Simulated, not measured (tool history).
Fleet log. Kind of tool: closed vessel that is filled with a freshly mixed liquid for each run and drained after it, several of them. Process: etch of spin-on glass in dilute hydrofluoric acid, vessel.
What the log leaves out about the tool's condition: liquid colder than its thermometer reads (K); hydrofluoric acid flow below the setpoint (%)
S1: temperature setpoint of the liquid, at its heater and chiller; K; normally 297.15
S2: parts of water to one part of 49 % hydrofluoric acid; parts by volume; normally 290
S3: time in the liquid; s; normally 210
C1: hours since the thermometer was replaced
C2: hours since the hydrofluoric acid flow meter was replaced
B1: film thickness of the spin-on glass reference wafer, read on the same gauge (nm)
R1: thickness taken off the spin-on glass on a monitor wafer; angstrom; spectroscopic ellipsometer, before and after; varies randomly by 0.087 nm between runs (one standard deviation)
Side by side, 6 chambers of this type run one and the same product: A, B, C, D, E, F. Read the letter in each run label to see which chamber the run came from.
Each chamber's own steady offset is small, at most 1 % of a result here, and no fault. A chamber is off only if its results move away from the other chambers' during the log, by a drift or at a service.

run,hour,S1,S2,S3,C1,C2,B1,R1
1B,7.5,297.15,290,210,2065.8,1316.3,119.95,195.54
2A,16.4,297.15,290,210,67.0,388.4,120.01,194.87
3E,20.5,297.15,290,210,705.5,200.9,120.02,195.02
4D,29.5,297.15,290,210,1273.4,294.6,120.02,193.80
# hour 33.3: chamber E: thermometer replaced
5F,33.9,297.15,290,210,197.0,1114.5,119.96,196.85
6C,42.3,297.15,290,210,508.5,160.1,119.99,196.09
7F,49.5,297.15,290,210,212.6,1130.1,120.05,194.56
8B,54.7,297.15,290,210,2113.0,1363.5,120.06,194.85
9C,62.9,293.65,290,210,529.1,180.7,120.00,173.31
10E,70.8,293.65,290,210,37.6,251.2,120.01,171.98
11D,75.3,293.65,290,210,1319.2,340.4,120.03,173.40
12A,80.4,293.65,290,210,131.0,452.4,120.04,171.34
13B,87.3,293.65,290,210,2145.6,1396.1,120.00,173.31
14F,96.1,293.65,290,210,259.2,1176.7,120.00,172.61
15D,100.4,297.15,290,210,1344.3,365.5,119.99,193.67
16A,104.6,297.15,290,210,155.2,476.6,120.01,194.96
17E,113.2,297.15,290,210,80.0,293.6,120.02,195.44
18C,117.8,297.15,290,210,584.0,235.6,120.02,197.13
19A,125.0,297.15,290,210,175.6,497.0,120.01,194.62
20B,130.1,297.15,290,210,2188.4,1438.9,119.96,194.27
21C,134.4,297.15,290,210,600.6,252.2,120.00,196.05
22F,142.9,297.15,290,210,306.0,1223.5,119.98,191.41
23E,151.2,297.15,290,210,118.0,331.6,120.03,194.85
24D,157.3,297.15,290,210,1401.2,422.4,120.01,195.05
25E,165.1,297.15,290,210,131.9,345.5,120.01,194.66
26F,172.5,297.15,290,210,335.6,1253.1,120.01,190.33
27B,180.8,297.15,290,210,2239.1,1489.6,120.00,195.30
28D,186.2,297.15,290,210,1430.1,451.3,120.05,194.90
29A,191.7,297.15,290,210,242.3,563.7,119.92,194.94
30C,197.5,297.15,290,210,663.7,315.3,119.99,194.64
31A,206.3,297.15,290,210,256.9,578.3,119.98,194.71
# hour 212.0: chamber B: thermometer replaced
32D,214.2,297.15,290,210,1458.1,479.3,120.00,195.44
33E,221.7,297.15,290,210,188.5,402.1,120.00,195.34
34C,227.8,297.15,290,210,694.0,345.6,120.02,196.50
35B,232.6,297.15,290,210,20.6,1541.4,120.03,194.71
36F,241.5,297.15,290,210,404.6,1322.1,120.00,188.59
37F,246.0,297.15,290,210,409.1,1326.6,119.97,188.79
38C,254.0,297.15,290,210,720.2,371.8,119.98,196.43
39D,259.3,297.15,290,210,1503.2,524.4,120.02,194.67
40B,265.9,297.15,290,210,53.9,1574.7,119.95,195.30
41E,269.9,297.15,290,210,236.7,450.3,120.01,196.49
42A,278.6,297.15,290,210,329.2,650.6,119.99,194.55

Is one chamber off against the others, does the gauge drift, or is nothing wrong? If a chamber is off, say which, and what the likeliest cause is.

One chamber, F, drifts off from the rest bit by bit.
Cause: hydrofluoric acid flow below the setpoint (%) = 4.33.
The log may not separate it from: liquid colder than its thermometer reads (K).

Which of the 4 candidates below, each the usual settings with something changed and its results left as question marks, puts chamber F back in line with what the other chambers give on the usual settings?
In line here means within this much of the mean the other chambers give on the usual settings: R1 3.00 angstrom
43F-1,285.1,296.65,290,210,,,,?
43F-2,285.1,298.65,290,210,,,,?
43F-3,285.1,297.15,295,205,,,,?
43F-4,285.1,297.65,290,210,,,,?

What the other chambers average on the usual settings: R1 195.51 angstrom
run,R1
43F-1,182.91
43F-2,195.76
43F-3,177.64
43F-4,189.30
43F-2 brings the chamber back in line.
